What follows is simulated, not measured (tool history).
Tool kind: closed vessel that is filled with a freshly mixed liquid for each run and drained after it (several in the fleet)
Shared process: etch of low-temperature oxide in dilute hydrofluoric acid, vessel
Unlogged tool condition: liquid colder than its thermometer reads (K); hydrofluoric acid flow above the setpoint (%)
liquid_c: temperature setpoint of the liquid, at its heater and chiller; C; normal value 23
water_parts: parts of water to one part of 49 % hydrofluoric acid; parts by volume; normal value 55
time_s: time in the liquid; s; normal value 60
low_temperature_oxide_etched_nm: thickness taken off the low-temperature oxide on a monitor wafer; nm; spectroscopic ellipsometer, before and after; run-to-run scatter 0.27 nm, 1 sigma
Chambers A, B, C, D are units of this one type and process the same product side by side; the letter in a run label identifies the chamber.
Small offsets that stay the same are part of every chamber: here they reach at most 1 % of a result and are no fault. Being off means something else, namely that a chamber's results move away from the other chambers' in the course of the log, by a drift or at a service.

run	hour	liquid_c	water_parts	time_s	hours since the thermometer was replaced	hours since the hydrofluoric acid flow meter was replaced	read-back film thickness of the low-temperature oxide reference wafer, read on the same gauge (nm)	low_temperature_oxide_etched_nm
1C	5.5	23	55	60	297.8	1642.8	79.984	28.868
2B	11.1	23	55	60	1218	1733.3	80.027	29.636
3A	21.2	23	55	60	2015.1	531.7	79.978	29.684
4D	27.2	23	55	60	1656	243.6	79.985	29.661
# hour 34.7: chamber C: hydrofluoric acid flow meter replaced
5B	35.1	23	55	60	1242	1757.3	79.941	29.826
6D	45.6	23	55	60	1674.4	262	79.999	30.116
7C	51.6	23	55	60	343.9	16.9	80.033	28.858
8A	61.6	27.5	55	80	2055.5	572.1	80.009	48.174
9B	72.1	27.5	55	80	1279	1794.3	79.999	46.848
10C	77.8	27.5	55	80	370.1	43.1	80.008	46.542
11A	85.7	27.5	55	80	2079.6	596.2	79.998	48.463
12D	95.1	19	55	60	1723.9	311.5	80.01	25.238
13A	101.8	19	55	60	2095.7	612.3	79.993	25.17
14D	108.4	19	55	60	1737.2	324.8	80.018	26.032
15B	119	19	55	60	1325.9	1841.2	80.025	25.149
16C	130	23	55	60	422.3	95.3	80.009	29.248
17C	137.4	23	55	60	429.7	102.7	80	29.273
18A	146	23	55	60	2139.9	656.5	80.02	29.846
19B	154.7	23	55	60	1361.6	1876.9	79.984	29.446
20D	161.9	23	55	60	1790.7	378.3	80.013	32.449
21D	167.5	23	55	60	1796.3	383.9	79.985	32.113
22C	173.8	23	55	60	466.1	139.1	80.002	28.943
23B	179.3	23	55	60	1386.2	1901.5	79.981	29.693
24A	188.5	23	55	60	2182.4	699	79.984	29.673

What goes on in this fleet: one chamber off, a drifting gauge, or nothing beyond the chambers' own small offsets? Name the chamber and the cause, if any.

It is chamber D that slowly wanders off from its peers.
Likeliest cause: hydrofluoric acid flow above the setpoint (%) = 11.9.
With only this log, it may be confused with: liquid hotter than its thermometer reads (K).

Chamber D could run next with any of the 4 candidate recipes listed below; each alters the usual settings, and their results appear as question marks. Which one brings its results back in line with what the other chambers deliver on the usual settings?
In-line tolerance around the mean of the other chambers on the usual settings: low_temperature_oxide_etched_nm 0.96 nm
25D-1	196.5	24	55	60				?
25D-2	196.5	23.5	50	60				?
25D-3	196.5	20	55	60				?
25D-4	196.5	22	55	60				?

What the other chambers average on the usual settings: low_temperature_oxide_etched_nm 29.552 nm
run	low_temperature_oxide_etched_nm
25D-1	35.009
25D-2	37.983
25D-3	29.574
25D-4	32.205
The answer is 25D-3, which returns the chamber to within the allowed miss of the others.

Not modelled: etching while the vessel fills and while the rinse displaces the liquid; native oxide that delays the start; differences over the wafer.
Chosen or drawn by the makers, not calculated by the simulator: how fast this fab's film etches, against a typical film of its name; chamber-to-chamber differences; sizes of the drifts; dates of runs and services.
